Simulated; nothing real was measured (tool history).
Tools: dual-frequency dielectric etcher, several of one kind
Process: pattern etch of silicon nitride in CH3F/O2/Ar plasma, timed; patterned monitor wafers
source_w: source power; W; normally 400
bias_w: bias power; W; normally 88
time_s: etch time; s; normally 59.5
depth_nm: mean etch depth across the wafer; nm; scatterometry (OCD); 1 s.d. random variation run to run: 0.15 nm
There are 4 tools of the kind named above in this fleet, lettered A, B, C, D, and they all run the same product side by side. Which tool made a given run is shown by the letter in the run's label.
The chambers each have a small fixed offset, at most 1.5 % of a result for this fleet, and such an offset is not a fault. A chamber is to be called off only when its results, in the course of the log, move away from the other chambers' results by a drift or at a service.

| run | hour | source_w | bias_w | time_s | read-back reference wafer on the same gauge, depth_nm | depth_nm |
|---|---|---|---|---|---|---|
| 1B | 3.5 | 400 | 88 | 59.5 | 52.05 | 44.7 |
| 2D | 8.7 | 400 | 88 | 59.5 | 51.957 | 44.257 |
| 3A | 14.9 | 400 | 88 | 59.5 | 51.994 | 44.948 |
| 4C | 18.1 | 400 | 88 | 59.5 | 51.974 | 45.066 |
| 5C | 21.1 | 400 | 88 | 59.5 | 51.995 | 45.011 |
| 6B | 25.1 | 400 | 88 | 59.5 | 52.043 | 44.962 |
| 7D | 28.6 | 400 | 88 | 59.5 | 52.008 | 44.115 |
| 8A | 33 | 400 | 88 | 59.5 | 52.023 | 44.856 |
| 9B | 36.4 | 400 | 88 | 59.5 | 51.986 | 45.049 |
| 10D | 41.3 | 400 | 67 | 59.5 | 52.009 | 40.1 |
| 11C | 47.7 | 400 | 67 | 59.5 | 52.011 | 40.739 |
| 12A | 50.5 | 400 | 67 | 59.5 | 51.99 | 40.675 |
| 13D | 54.1 | 400 | 67 | 59.5 | 51.987 | 40.256 |
| 14A | 58.4 | 400 | 88 | 59.5 | 52.021 | 44.583 |
| 15B | 64.1 | 400 | 88 | 59.5 | 51.99 | 44.619 |
| 16C | 68.3 | 400 | 88 | 59.5 | 51.994 | 44.877 |
| 17D | 72.4 | 400 | 88 | 59.5 | 52.024 | 43.98 |
| 18C | 77.9 | 400 | 88 | 59.5 | 51.944 | 44.909 |
| 19B | 81.8 | 400 | 88 | 59.5 | 51.995 | 44.989 |
| 20A | 86.5 | 400 | 88 | 59.5 | 52.023 | 44.825 |
| 21D | 90.5 | 400 | 88 | 59.5 | 52.027 | 44.184 |
| 22B | 94 | 400 | 88 | 59.5 | 52.011 | 45.029 |
| 23C | 98 | 400 | 88 | 59.5 | 51.984 | 44.871 |
| 24A | 104 | 400 | 88 | 59.5 | 51.961 | 44.886 |
| 25B | 109 | 400 | 88 | 59.5 | 52.012 | 44.704 |
| 26C | 113.1 | 490 | 76 | 59.5 | 51.995 | 45.981 |
| 27D | 116.6 | 490 | 76 | 59.5 | 51.999 | 45.361 |
| 28A | 121.7 | 490 | 76 | 59.5 | 52.009 | 46.054 |

Has any chamber moved away from the others, gradually or after a service, or does the common gauge drift, or do the chambers differ only by their own small steady offsets? State the chamber and the most likely cause if one applies.

No chamber is off and the gauge is stable; the differences are just each chamber's small, constant offset.
